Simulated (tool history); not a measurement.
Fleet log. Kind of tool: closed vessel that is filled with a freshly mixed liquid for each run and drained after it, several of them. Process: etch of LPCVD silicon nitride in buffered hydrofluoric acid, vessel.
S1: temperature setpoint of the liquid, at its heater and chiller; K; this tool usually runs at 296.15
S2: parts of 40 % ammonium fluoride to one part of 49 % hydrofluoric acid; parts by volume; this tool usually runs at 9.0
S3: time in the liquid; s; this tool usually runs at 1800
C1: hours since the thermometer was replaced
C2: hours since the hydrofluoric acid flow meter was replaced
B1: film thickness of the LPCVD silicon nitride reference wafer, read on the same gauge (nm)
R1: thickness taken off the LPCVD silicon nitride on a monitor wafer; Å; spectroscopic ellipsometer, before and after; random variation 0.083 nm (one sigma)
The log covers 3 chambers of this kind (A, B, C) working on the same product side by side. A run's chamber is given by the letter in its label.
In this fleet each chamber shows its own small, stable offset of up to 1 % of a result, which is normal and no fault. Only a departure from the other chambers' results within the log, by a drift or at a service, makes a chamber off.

run	hour	S1	S2	S3	C1	C2	B1	R1
1A	9.6	296.15	9.0	1800	1510.0	1425.4	109.99	257.38
2C	21.2	296.15	9.0	1800	405.2	275.4	110.04	253.29
3B	31.0	296.15	9.0	1800	248.5	214.1	110.00	256.46
4B	41.7	296.15	9.0	1800	259.2	224.8	110.01	256.95
5C	52.1	296.15	9.0	1800	436.1	306.3	110.03	252.80
6A	64.5	296.15	9.0	1800	1564.9	1480.3	110.00	255.67
7C	71.4	296.15	6.5	1800	455.4	325.6	110.01	356.21
8B	82.3	296.15	6.5	1800	299.8	265.4	109.98	360.50
9A	91.9	296.15	6.5	1800	1592.3	1507.7	109.97	357.49
10B	104.8	296.15	9.0	1800	322.3	287.9	110.02	257.32
11C	111.2	296.15	7.5	1800	495.2	365.4	110.07	309.49
12A	123.7	296.15	7.5	1800	1624.1	1539.5	110.00	310.54
13B	135.9	296.15	7.5	1800	353.4	319.0	109.97	313.13
14A	146.3	296.15	9.0	1800	1646.7	1562.1	110.00	256.64
15C	159.4	296.15	9.0	1800	543.4	413.6	109.98	253.65
16C	167.8	296.15	9.0	1800	551.8	422.0	109.97	254.65
17B	180.8	296.15	9.0	1800	398.3	363.9	110.01	256.99
18A	187.9	296.15	9.0	1800	1688.3	1603.7	110.00	256.37
19A	195.2	296.15	9.0	1800	1695.6	1611.0	110.05	254.96
20C	208.0	296.15	9.0	1800	592.0	462.2	110.07	254.73
21B	221.4	296.15	9.0	1800	438.9	404.5	109.99	255.78
22C	235.6	296.15	11.5	1800	619.6	489.8	109.97	207.89
23B	244.2	296.15	11.5	1800	461.7	427.3	110.00	210.57
24A	250.8	296.15	11.5	1800	1751.2	1666.6	110.01	210.24
25B	262.4	296.15	9.0	1800	479.9	445.5	110.05	260.35
26A	271.6	296.15	9.0	1800	1772.0	1687.4	110.00	256.87
27C	284.8	296.15	9.0	1800	668.8	539.0	110.02	253.27
28C	295.5	298.65	6.0	1800	679.5	549.7	110.02	435.50
29A	303.1	298.65	6.0	1800	1803.5	1718.9	110.00	434.95
30B	311.8	298.65	6.0	1800	529.3	494.9	110.00	450.95
31C	323.4	296.15	9.0	1800	707.4	577.6	110.01	253.40
32B	335.3	296.15	9.0	1800	552.8	518.4	110.00	263.24
33A	343.7	296.15	9.0	1800	1844.1	1759.5	109.99	256.11
34B	357.2	297.65	9.0	2195	574.7	540.3	109.98	347.56
35A	368.7	297.65	9.0	2195	1869.1	1784.5	110.01	339.50
36C	380.5	297.65	9.0	2195	764.5	634.7	109.99	335.54
37C	391.0	296.15	9.0	1800	775.0	645.2	110.00	253.23
38B	398.7	296.15	9.0	1800	616.2	581.8	110.03	264.85
39A	412.9	291.65	9.0	2610	1913.3	1828.7	109.97	290.10
40B	425.1	291.65	9.0	2610	642.6	608.2	110.01	299.53

Is one chamber out of step, is the gauge drifting, or do the chambers differ by no more than their own small offsets? For an off chamber, give its letter and the likeliest cause.

It is chamber B that slowly wanders off from its peers.
What lies behind it: hydrofluoric acid flow above the setpoint (%) = 4.39.
The log may not separate it from: liquid hotter than its thermometer reads (K).

Below are 4 candidate recipes for chamber B's next run, each the usual settings with a change, their results shown as question marks. Which of them brings B's results back in line with what the other chambers give on the usual settings?
In-line tolerance around the mean of the other chambers on the usual settings: R1 2.90 Å
41B-1	435.3	296.15	9.0	1885				?
41B-2	435.3	296.15	9.0	1725				?
41B-3	435.3	296.15	9.0	1840				?
41B-4	435.3	296.15	9.0	1760				?

Mean of the other chambers on the usual settings: R1 255.14 Å
run	R1
41B-1	279.72
41B-2	255.98
41B-3	273.04
41B-4	261.17
Change 41B-2 lands the chamber within the allowed miss of the other chambers.
